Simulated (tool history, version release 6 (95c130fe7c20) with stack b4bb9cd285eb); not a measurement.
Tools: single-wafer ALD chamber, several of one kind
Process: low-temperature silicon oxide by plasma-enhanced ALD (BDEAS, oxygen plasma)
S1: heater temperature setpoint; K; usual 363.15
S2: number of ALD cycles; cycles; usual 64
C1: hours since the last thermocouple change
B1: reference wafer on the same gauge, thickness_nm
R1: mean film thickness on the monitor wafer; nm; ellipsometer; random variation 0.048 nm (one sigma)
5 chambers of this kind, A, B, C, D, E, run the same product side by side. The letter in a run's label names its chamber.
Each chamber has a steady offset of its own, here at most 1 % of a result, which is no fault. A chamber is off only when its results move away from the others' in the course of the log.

run 1B hour=10.9 | S1=363.15 S2=64 | C1=142.0 | B1=10.572 | R1=9.5173
run 2D hour=17.1 | S1=363.15 S2=64 | C1=172.4 | B1=10.584 | R1=9.4451
run 3C hour=28.5 | S1=363.15 S2=64 | C1=1621.6 | B1=10.600 | R1=9.5165
run 4E hour=34.7 | S1=363.15 S2=64 | C1=894.6 | B1=10.576 | R1=9.4201
run 5A hour=43.3 | S1=363.15 S2=64 | C1=599.1 | B1=10.579 | R1=9.4427
run 6E hour=53.6 | S1=363.15 S2=64 | C1=913.5 | B1=10.580 | R1=9.5146
run 7D hour=59.6 | S1=363.15 S2=64 | C1=214.9 | B1=10.579 | R1=9.3662
run 8B hour=66.9 | S1=363.15 S2=64 | C1=198.0 | B1=10.583 | R1=9.5389
run 9A hour=74.6 | S1=363.15 S2=64 | C1=630.4 | B1=10.578 | R1=9.4676
run 10C hour=84.5 | S1=363.15 S2=64 | C1=1677.6 | B1=10.584 | R1=9.4965
run 11E hour=91.8 | S1=363.15 S2=64 | C1=951.7 | B1=10.583 | R1=9.5791
run 12B hour=99.2 | S1=349.15 S2=73 | C1=230.3 | B1=10.579 | R1=11.3280
run 13D hour=109.6 | S1=349.15 S2=73 | C1=264.9 | B1=10.577 | R1=11.2780
run 14A hour=119.8 | S1=349.15 S2=73 | C1=675.6 | B1=10.585 | R1=11.2810
run 15C hour=129.2 | S1=349.15 S2=73 | C1=1722.3 | B1=10.580 | R1=11.3410
run 16D hour=137.8 | S1=349.15 S2=73 | C1=293.1 | B1=10.577 | R1=11.2650
run 17E hour=148.0 | S1=363.15 S2=64 | C1=1007.9 | B1=10.575 | R1=9.4553
run 18C hour=157.5 | S1=373.15 S2=54 | C1=1750.6 | B1=10.575 | R1=7.7018
run 19A hour=165.1 | S1=373.15 S2=54 | C1=720.9 | B1=10.566 | R1=7.6417
run 20B hour=174.0 | S1=373.15 S2=54 | C1=305.1 | B1=10.586 | R1=7.7234
run 21B hour=183.6 | S1=373.15 S2=54 | C1=314.7 | B1=10.588 | R1=7.6698
run 22D hour=192.4 | S1=373.15 S2=54 | C1=347.7 | B1=10.587 | R1=7.7490
run 23C hour=199.2 | S1=363.15 S2=64 | C1=1792.3 | B1=10.578 | R1=9.5057
run 24E hour=207.0 | S1=363.15 S2=64 | C1=1066.9 | B1=10.595 | R1=9.4926
run 25A hour=214.8 | S1=363.15 S2=64 | C1=770.6 | B1=10.584 | R1=9.3767
run 26B hour=222.5 | S1=363.15 S2=64 | C1=353.6 | B1=10.573 | R1=9.5080
run 27A hour=233.9 | S1=363.15 S2=52 | C1=789.7 | B1=10.577 | R1=7.6610
run 28D hour=243.0 | S1=363.15 S2=52 | C1=398.3 | B1=10.592 | R1=7.6938
run 29E hour=254.6 | S1=363.15 S2=52 | C1=1114.5 | B1=10.570 | R1=7.6713
run 30C hour=265.8 | S1=363.15 S2=52 | C1=1858.9 | B1=10.580 | R1=7.8060
run 31E hour=277.5 | S1=363.15 S2=52 | C1=1137.4 | B1=10.576 | R1=7.7275
run 32B hour=284.9 | S1=363.15 S2=64 | C1=416.0 | B1=10.590 | R1=9.5987
run 33A hour=295.2 | S1=363.15 S2=64 | C1=851.0 | B1=10.592 | R1=9.3719
run 34C hour=306.0 | S1=363.15 S2=64 | C1=1899.1 | B1=10.574 | R1=9.4926
run 35D hour=316.7 | S1=363.15 S2=64 | C1=472.0 | B1=10.585 | R1=9.4333

Next, every chamber runs the same settings. What will each give?
run 36A hour=325.2 | S1=363.15 S2=64 | R1=?
run 36B hour=325.2 | S1=363.15 S2=64 | R1=?
run 36C hour=325.2 | S1=363.15 S2=64 | R1=?
run 36D hour=325.2 | S1=363.15 S2=64 | R1=?
run 36E hour=325.2 | S1=363.15 S2=64 | R1=?

run=36A R1=9.4568
run=36B R1=9.5280
run=36C R1=9.5467
run=36D R1=9.4474
run=36E R1=9.4351

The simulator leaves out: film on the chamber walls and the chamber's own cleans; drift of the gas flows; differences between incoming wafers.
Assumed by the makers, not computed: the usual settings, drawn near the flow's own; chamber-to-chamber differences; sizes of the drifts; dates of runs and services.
